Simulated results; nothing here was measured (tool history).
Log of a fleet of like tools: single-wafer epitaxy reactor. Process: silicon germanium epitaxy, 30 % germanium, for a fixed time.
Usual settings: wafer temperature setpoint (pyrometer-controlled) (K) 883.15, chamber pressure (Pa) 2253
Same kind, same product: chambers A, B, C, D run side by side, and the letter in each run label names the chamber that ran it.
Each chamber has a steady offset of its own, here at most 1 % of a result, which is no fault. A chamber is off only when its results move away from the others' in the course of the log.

run   hour  wafer temperature setpoint (pyrometer-controlled) (K)  chamber pressure (Pa)  read-back reference wafer on the same gauge, thickness_nm  mean film thickness on the monitor wafer (angstrom)
 1D   10.7                                                 883.15                   2253                                                     73.091                                               663.43
 2B   16.7                                                 883.15                   2253                                                     73.143                                               658.91
 3C   28.6                                                 883.15                   2253                                                      73.12                                               658.45
 4A   40.1                                                 883.15                   2253                                                     73.149                                               665.49
 5A   51.2                                                 896.15                   2253                                                     73.124                                               841.66
 6C   63.9                                                 896.15                   2253                                                     73.118                                               833.16
 7D     72                                                 896.15                   2253                                                     73.114                                               839.86
 8B   81.1                                                 896.15                   2253                                                     73.084                                               826.04
 9C   90.8                                                 883.15                   2253                                                     73.125                                               661.28
10D   96.5                                                 883.15                   2253                                                     73.093                                               658.93
11B  106.8                                                 883.15                   2253                                                     73.117                                               657.61
12A  112.4                                                 883.15                   2253                                                     73.165                                               669.64
13D  118.8                                                 883.15                   2253                                                     73.109                                                661.7
14B  129.5                                                 883.15                   2253                                                     73.133                                               657.06
15C  136.8                                                 883.15                   2253                                                     73.122                                               660.27
16A    145                                                 896.15                   1827                                                     73.136                                               772.12
17B  155.2                                                 896.15                   1827                                                     73.091                                               757.13
18C  166.6                                                 896.15                   1827                                                     73.104                                               758.31
19D    179                                                 896.15                   1827                                                     73.059                                               759.02
20A  190.5                                                 883.15                   2253                                                     73.074                                               665.08
21B  201.9                                                 883.15                   2253                                                     73.117                                               660.03
     208.7  -- chamber B: capacitance manometer re-zeroed and calibrated
22A  209.9                                                 883.15                   2253                                                     73.081                                               666.03
23D  222.4                                                 883.15                   2253                                                      73.08                                                650.1
24C  228.7                                                 883.15                   2253                                                     73.167                                               659.02
25C    235                                                 883.15                   2253                                                     73.073                                               656.38
26B  244.1                                                 883.15                   2253                                                     73.078                                               660.79
27D  253.4                                                 883.15                   2253                                                     73.079                                               641.64
28A  261.2                                                 883.15                   2253                                                     73.115                                               663.07
29C    270                                                 883.15                   2253                                                     73.131                                               657.01
30B  282.7                                                 883.15                   2253                                                     73.083                                               658.34
31A  295.3                                                 895.15                   2453                                                     73.055                                               850.44
32D  302.6                                                 895.15                   2453                                                     73.114                                               817.96
33A  313.8                                                 895.15                   2453                                                     73.102                                               847.03
34C  320.6                                                 895.15                   2453                                                     73.109                                               842.32
35D  326.6                                                 883.15                   2253                                                     73.071                                               633.84
36B  336.5                                                 883.15                   2253                                                     73.149                                               659.76

Which is it: a chamber that has drifted or been left off by a service, a gauge drift common to all chambers, or only each chamber's usual small offset? If a chamber is off, name it and its likeliest cause.

Chamber D drifts away from the others.
Most likely cause: wafer temperature below the value expected at the setpoint (K) = 2.58.

Which of the 4 candidates below, each the usual settings with something changed and its results left as question marks, puts chamber D back in line with what the other chambers give on the usual settings?
In line means no further than this from the other chambers' mean on the usual settings: mean film thickness on the monitor wafer (angstrom) 7.4
37D-1  345.8                                                 883.15                   2506                                                                                                               ?
37D-2  345.8                                                 881.15                   2226                                                                                                               ?
37D-3  345.8                                                 882.15                   2240                                                                                                               ?
37D-4  345.8                                                 884.15                   2266                                                                                                               ?

On the usual settings, the other chambers give on average: mean film thickness on the monitor wafer (angstrom) 661.23
  run  mean film thickness on the monitor wafer (angstrom)
37D-1                                               658.33
37D-2                                               605.66
37D-3                                                618.3
37D-4                                               644.26
The right change is 37D-1: it brings the chamber back within the allowed miss of the others.
